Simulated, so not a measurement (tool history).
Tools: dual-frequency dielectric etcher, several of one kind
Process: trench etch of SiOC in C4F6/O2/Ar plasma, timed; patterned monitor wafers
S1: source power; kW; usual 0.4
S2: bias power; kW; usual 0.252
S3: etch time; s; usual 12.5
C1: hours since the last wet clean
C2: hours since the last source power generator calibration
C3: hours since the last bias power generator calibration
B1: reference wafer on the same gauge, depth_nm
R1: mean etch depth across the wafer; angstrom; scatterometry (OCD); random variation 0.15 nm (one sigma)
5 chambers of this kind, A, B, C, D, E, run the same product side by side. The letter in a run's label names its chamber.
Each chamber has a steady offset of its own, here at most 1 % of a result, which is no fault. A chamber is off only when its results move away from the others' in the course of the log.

run 1B hour=8.6 | S1=0.4 S2=0.252 S3=12.5 | C1=492.6 C2=580.1 C3=2864.5 | B1=30.019 | R1=292.55
run 2C hour=16.6 | S1=0.4 S2=0.252 S3=12.5 | C1=236.2 C2=1439.7 C3=128.2 | B1=29.96 | R1=286.59
-- hour=21.1 chamber E: bias power generator calibrated
run 3A hour=23.6 | S1=0.4 S2=0.252 S3=12.5 | C1=174.6 C2=471.4 C3=894.7 | B1=30.007 | R1=292.97
run 4D hour=29 | S1=0.4 S2=0.252 S3=12.5 | C1=247.1 C2=1324.4 C3=628.1 | B1=30.004 | R1=290.52
run 5E hour=37 | S1=0.4 S2=0.275 S3=9.5 | C1=135.3 C2=1315.7 C3=16 | B1=29.971 | R1=226.23
-- hour=37.2 chamber B: wet clean of the chamber
run 6B hour=43.6 | S1=0.4 S2=0.275 S3=9.5 | C1=6.4 C2=615.1 C3=2899.5 | B1=30.032 | R1=229.01
run 7C hour=49 | S1=0.4 S2=0.275 S3=9.5 | C1=268.6 C2=1472.1 C3=160.6 | B1=29.999 | R1=226.84
run 8D hour=61 | S1=0.4 S2=0.275 S3=9.5 | C1=279.1 C2=1356.4 C3=660.1 | B1=29.995 | R1=228.38
run 9E hour=69.1 | S1=0.4 S2=0.275 S3=9.5 | C1=167.4 C2=1347.8 C3=48.1 | B1=29.987 | R1=229.17
run 10A hour=78.5 | S1=0.4 S2=0.287 S3=12.5 | C1=229.5 C2=526.3 C3=949.6 | B1=30.008 | R1=306.35
run 11B hour=85.5 | S1=0.4 S2=0.287 S3=12.5 | C1=48.3 C2=657 C3=2941.4 | B1=30.029 | R1=305.12
run 12D hour=96.4 | S1=0.4 S2=0.287 S3=12.5 | C1=314.5 C2=1391.8 C3=695.5 | B1=30.006 | R1=306.6
run 13A hour=104.5 | S1=0.4 S2=0.287 S3=12.5 | C1=255.5 C2=552.3 C3=975.6 | B1=30.019 | R1=305.91
-- hour=108.8 chamber C: source power generator calibrated
run 14C hour=115.2 | S1=0.4 S2=0.287 S3=12.5 | C1=334.8 C2=6.4 C3=226.8 | B1=29.979 | R1=304.21
run 15E hour=121.9 | S1=0.4 S2=0.252 S3=12.5 | C1=220.2 C2=1400.6 C3=100.9 | B1=29.99 | R1=289.4
run 16A hour=128.3 | S1=0.4 S2=0.252 S3=12.5 | C1=279.3 C2=576.1 C3=999.4 | B1=29.989 | R1=293.8
run 17C hour=137.9 | S1=0.4 S2=0.252 S3=12.5 | C1=357.5 C2=29.1 C3=249.5 | B1=29.97 | R1=290.58
run 18E hour=149.8 | S1=0.4 S2=0.252 S3=12.5 | C1=248.1 C2=1428.5 C3=128.8 | B1=29.989 | R1=292.01
run 19D hour=156.5 | S1=0.4 S2=0.252 S3=12.5 | C1=374.6 C2=1451.9 C3=755.6 | B1=30.019 | R1=288.66
run 20B hour=166 | S1=0.4 S2=0.252 S3=12.5 | C1=128.8 C2=737.5 C3=3021.9 | B1=30.012 | R1=291.29
run 21D hour=175.3 | S1=0.4 S2=0.252 S3=12.5 | C1=393.4 C2=1470.7 C3=774.4 | B1=30.018 | R1=283.66
run 22B hour=181.1 | S1=0.4 S2=0.252 S3=12.5 | C1=143.9 C2=752.6 C3=3037 | B1=29.977 | R1=292.89
run 23C hour=191.7 | S1=0.4 S2=0.252 S3=12.5 | C1=411.3 C2=82.9 C3=303.3 | B1=29.97 | R1=289.94
run 24E hour=200.3 | S1=0.4 S2=0.252 S3=12.5 | C1=298.6 C2=1479 C3=179.3 | B1=29.968 | R1=290.01
run 25A hour=210.6 | S1=0.4 S2=0.252 S3=12.5 | C1=361.6 C2=658.4 C3=1081.7 | B1=30.007 | R1=292.33
run 26C hour=220.1 | S1=0.4 S2=0.252 S3=12.5 | C1=439.7 C2=111.3 C3=331.7 | B1=29.983 | R1=288.83
run 27A hour=228.6 | S1=0.4 S2=0.252 S3=12.5 | C1=379.6 C2=676.4 C3=1099.7 | B1=29.97 | R1=293.97
run 28D hour=239.5 | S1=0.4 S2=0.252 S3=12.5 | C1=457.6 C2=1534.9 C3=838.6 | B1=29.982 | R1=282.26
run 29E hour=247.1 | S1=0.4 S2=0.252 S3=12.5 | C1=345.4 C2=1525.8 C3=226.1 | B1=30.019 | R1=289.78
run 30B hour=253.1 | S1=0.4 S2=0.252 S3=12.5 | C1=215.9 C2=824.6 C3=3109 | B1=30.028 | R1=291.17
run 31E hour=261.9 | S1=0.4 S2=0.252 S3=12.5 | C1=360.2 C2=1540.6 C3=240.9 | B1=30.027 | R1=290.95
run 32A hour=268.7 | S1=0.4 S2=0.252 S3=12.5 | C1=419.7 C2=716.5 C3=1139.8 | B1=30.001 | R1=293.32
run 33B hour=279.3 | S1=0.4 S2=0.252 S3=12.5 | C1=242.1 C2=850.8 C3=3135.2 | B1=29.988 | R1=291.01

What goes on in this fleet: one chamber off, a drifting gauge, or nothing beyond the chambers' own small offsets? Name the chamber and the cause, if any.

Chamber D drifts away from the others.
Cause: etch rate under this chamber's usual, % = 3.4.

Here are 4 candidates for chamber D's next run, each the usual settings with a change, their results left as question marks. Which one brings its results back in line with what the others give on the usual settings?
In line means no further than this from the other chambers' mean on the usual settings: R1 5.2 angstrom
run 34D-1 hour=287.9 | S1=0.4 S2=0.203 S3=12.5 | R1=?
run 34D-2 hour=287.9 | S1=0.4 S2=0.25 S3=12 | R1=?
run 34D-3 hour=287.9 | S1=0.4 S2=0.254 S3=13 | R1=?
run 34D-4 hour=287.9 | S1=0.4 S2=0.307 S3=12.5 | R1=?

The other chambers' mean on the usual settings: R1 290.96 angstrom
run=34D-1 R1=260.78
run=34D-2 R1=268.25
run=34D-3 R1=292.17
run=34D-4 R1=299.92
34D-3 brings the chamber back in line.

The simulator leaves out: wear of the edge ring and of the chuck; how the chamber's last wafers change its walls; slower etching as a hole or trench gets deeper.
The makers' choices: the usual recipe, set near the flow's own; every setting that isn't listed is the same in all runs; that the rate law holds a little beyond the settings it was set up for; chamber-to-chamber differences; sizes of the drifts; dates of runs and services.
